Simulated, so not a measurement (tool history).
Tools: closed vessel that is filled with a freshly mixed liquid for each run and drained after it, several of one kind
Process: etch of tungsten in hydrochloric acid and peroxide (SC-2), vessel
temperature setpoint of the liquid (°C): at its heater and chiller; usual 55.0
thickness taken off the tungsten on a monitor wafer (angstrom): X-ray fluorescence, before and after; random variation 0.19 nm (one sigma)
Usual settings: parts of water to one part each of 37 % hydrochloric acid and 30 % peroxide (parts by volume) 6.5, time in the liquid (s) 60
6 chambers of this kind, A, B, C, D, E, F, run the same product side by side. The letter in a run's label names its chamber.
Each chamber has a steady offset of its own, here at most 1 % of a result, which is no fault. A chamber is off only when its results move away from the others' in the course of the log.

run,day,temperature setpoint of the liquid (°C),parts of water to one part each of 37 % hydrochloric acid and 30 % peroxide (parts by volume),time in the liquid (s),"read-back film thickness of the tungsten reference wafer, read on the same gauge (nm)",thickness taken off the tungsten on a monitor wafer (angstrom)
1F,0.158,55.0,6.5,60,120.02,234.44
2A,0.246,55.0,6.5,60,119.99,232.08
3B,0.379,55.0,6.5,60,120.02,229.07
4E,0.471,55.0,6.5,60,120.00,232.99
5D,0.646,55.0,6.5,60,119.98,231.85
6C,0.829,55.0,6.5,60,120.00,233.01
7E,0.933,55.0,6.5,60,120.01,229.81
8F,1.029,55.0,6.5,50,120.00,194.57
9B,1.208,55.0,6.5,50,120.00,196.77
10C,1.292,55.0,6.5,50,120.02,193.64
11D,1.454,55.0,6.5,50,120.02,196.65
12A,1.554,55.0,6.5,50,119.99,194.03
13B,1.638,55.0,6.5,50,120.00,194.81
14D,1.750,55.0,6.5,60,119.99,232.89
15E,1.938,55.0,6.5,60,120.01,229.94
16F,2.088,55.0,6.5,60,120.00,235.93
17A,2.179,55.0,6.5,60,119.99,234.49
18C,2.371,47.0,4.0,60,119.99,192.82
19C,2.462,47.0,4.0,60,119.99,191.96
20B,2.571,47.0,4.0,60,119.99,194.16
21F,2.758,47.0,4.0,60,120.00,194.49
22D,2.921,47.0,4.0,60,120.00,194.90
23A,3.038,47.0,4.0,60,120.02,194.11
24E,3.129,59.5,9.0,60,119.99,238.57
25D,3.292,59.5,9.0,60,120.01,238.16
26C,3.475,59.5,9.0,60,120.00,225.41
27E,3.646,59.5,9.0,60,120.00,235.49
28F,3.838,59.5,9.0,60,120.00,240.60
29A,3.992,59.5,9.0,60,119.99,241.56
30B,4.183,55.0,6.5,60,120.01,233.98
31B,4.271,55.0,6.5,60,120.01,233.43
32A,4.454,55.0,8.0,60,119.99,196.27
33D,4.646,55.0,8.0,60,120.00,198.23
34C,4.775,55.0,8.0,60,119.99,184.21
35E,4.962,55.0,8.0,60,120.02,196.78
36F,5.104,55.0,8.0,60,120.00,197.41
37D,5.250,55.0,8.0,60,120.00,195.34
38B,5.342,55.0,6.5,60,120.01,235.88
39C,5.429,55.0,6.5,60,119.99,217.43
40F,5.533,55.0,6.5,60,120.00,236.55

Next, every chamber runs the same settings. What will each give?
41A,5.671,50.0,6.5,60,,?
41B,5.671,50.0,6.5,60,,?
41C,5.671,50.0,6.5,60,,?
41D,5.671,50.0,6.5,60,,?
41E,5.671,50.0,6.5,60,,?
41F,5.671,50.0,6.5,60,,?

run,thickness taken off the tungsten on a monitor wafer (angstrom)
41A,165.70
41B,168.73
41C,153.49
41D,166.42
41E,167.53
41F,167.29
